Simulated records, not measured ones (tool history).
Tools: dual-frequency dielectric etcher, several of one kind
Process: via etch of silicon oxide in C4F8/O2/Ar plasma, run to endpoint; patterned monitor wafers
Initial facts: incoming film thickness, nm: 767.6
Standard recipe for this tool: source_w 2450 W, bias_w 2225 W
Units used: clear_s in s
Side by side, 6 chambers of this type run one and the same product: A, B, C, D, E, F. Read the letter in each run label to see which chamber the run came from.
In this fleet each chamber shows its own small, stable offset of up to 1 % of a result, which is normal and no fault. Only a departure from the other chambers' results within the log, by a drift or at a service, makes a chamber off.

Run 1B, hour 9.9: usual settings. Result: clear_s 136.31 s.
Run 2E, hour 16.9: usual settings. Result: clear_s 134.08 s.
Run 3A, hour 29.7: usual settings. Result: clear_s 136.56 s.
Run 4D, hour 43.9: usual settings. Result: clear_s 135.18 s.
Run 5F, hour 51.3: usual settings. Result: clear_s 135.13 s.
Run 6C, hour 60.7: usual settings but source_w 1930 W, bias_w 2036 W. Result: clear_s 151.44 s.
At hour 65.7: chamber F: wet clean of the chamber.
Run 7A, hour 72.6: usual settings but source_w 1930 W, bias_w 2036 W. Result: clear_s 152.79 s.
At hour 74.1: chamber A: bias power generator calibrated.
Run 8F, hour 83.0: usual settings but source_w 1930 W, bias_w 2036 W. Result: clear_s 153.51 s.
Run 9E, hour 92.5: usual settings but source_w 1930 W, bias_w 2036 W. Result: clear_s 150.88 s.
Run 10C, hour 104.9: usual settings but source_w 1930 W, bias_w 2036 W. Result: clear_s 153.14 s.
Run 11B, hour 117.6: usual settings but source_w 1930 W, bias_w 2036 W. Result: clear_s 153.15 s.
Run 12D, hour 129.2: usual settings. Result: clear_s 135.06 s.
Run 13E, hour 140.5: usual settings. Result: clear_s 134.64 s.
Run 14D, hour 148.1: usual settings. Result: clear_s 134.91 s.
Run 15B, hour 156.4: usual settings but source_w 2070 W. Result: clear_s 144.14 s.
At hour 157.7: chamber F: source power generator calibrated.
Run 16C, hour 165.0: usual settings but source_w 2070 W. Result: clear_s 144.61 s.
Run 17F, hour 174.3: usual settings but source_w 2070 W. Result: clear_s 146.06 s.
Run 18A, hour 181.1: usual settings but source_w 2070 W. Result: clear_s 143.37 s.
Run 19C, hour 189.4: usual settings but source_w 2070 W. Result: clear_s 143.44 s.
Run 20E, hour 201.9: usual settings but source_w 2070 W. Result: clear_s 144.54 s.
Run 21B, hour 216.0: usual settings. Result: clear_s 137.59 s.
At hour 220.4: chamber E: source power generator calibrated.
Run 22F, hour 229.2: usual settings but source_w 2190 W, bias_w 1923 W. Result: clear_s 147.14 s.
At hour 236.9: chamber A: wet clean of the chamber.
At hour 241.0: chamber C: wet clean of the chamber.
Run 23A, hour 242.6: usual settings but source_w 2190 W, bias_w 1923 W. Result: clear_s 149.21 s.
Run 24D, hour 254.9: usual settings but source_w 2190 W, bias_w 1923 W. Result: clear_s 146.36 s.
Run 25B, hour 262.8: usual settings but source_w 2190 W, bias_w 1923 W. Result: clear_s 150.87 s.
Run 26C, hour 270.2: usual settings but source_w 2190 W, bias_w 1923 W. Result: clear_s 146.24 s.
Run 27D, hour 277.2: usual settings but source_w 2190 W, bias_w 1923 W. Result: clear_s 148.84 s.
Run 28E, hour 292.0: usual settings. Result: clear_s 134.10 s.
Run 29F, hour 306.0: usual settings. Result: clear_s 134.60 s.
Run 30A, hour 316.4: usual settings. Result: clear_s 134.14 s.
Run 31E, hour 323.7: usual settings. Result: clear_s 133.62 s.
Run 32F, hour 336.0: usual settings. Result: clear_s 136.05 s.
Run 33D, hour 344.0: usual settings. Result: clear_s 135.57 s.
Run 34C, hour 352.6: usual settings. Result: clear_s 133.51 s.
Run 35B, hour 360.3: usual settings. Result: clear_s 140.25 s.
At hour 362.6: chamber D: wet clean of the chamber.
Run 36A, hour 370.5: usual settings. Result: clear_s 135.46 s.
Run 37D, hour 381.6: usual settings. Result: clear_s 135.27 s.
Run 38C, hour 391.3: usual settings. Result: clear_s 137.07 s.
Run 39B, hour 405.7: usual settings. Result: clear_s 140.67 s.
Run 40F, hour 414.5: usual settings. Result: clear_s 135.75 s.

Has any chamber moved away from the others, gradually or after a service, or does the common gauge drift, or do the chambers differ only by their own small steady offsets? State the chamber and the most likely cause if one applies.

One chamber, B, drifts off from the rest bit by bit.
Cause: etch rate under this chamber's usual, % = 4.83.

Here are 4 candidates for chamber B's next run, each the usual settings with a change, their results left as question marks. Which one brings its results back in line with what the others give on the usual settings?
Counts as in line when no further than this from what the other chambers average on the usual settings: clear_s 3.40 s
Run 41B-1, hour 425.0: usual settings but source_w 2830 W, bias_w 2478 W. Result: clear_s ?.
Run 41B-2, hour 425.0: usual settings but source_w 2650 W, bias_w 2356 W. Result: clear_s ?.
Run 41B-3, hour 425.0: usual settings but source_w 1940 W. Result: clear_s ?.
Run 41B-4, hour 425.0: usual settings but source_w 2150 W. Result: clear_s ?.

What the other chambers average on the usual settings: clear_s 135.18 s
  run  clear_s
41B-1   129.52
41B-2   134.87
41B-3   154.93
41B-4   148.83
With 41B-2, the chamber falls back in line with the rest.
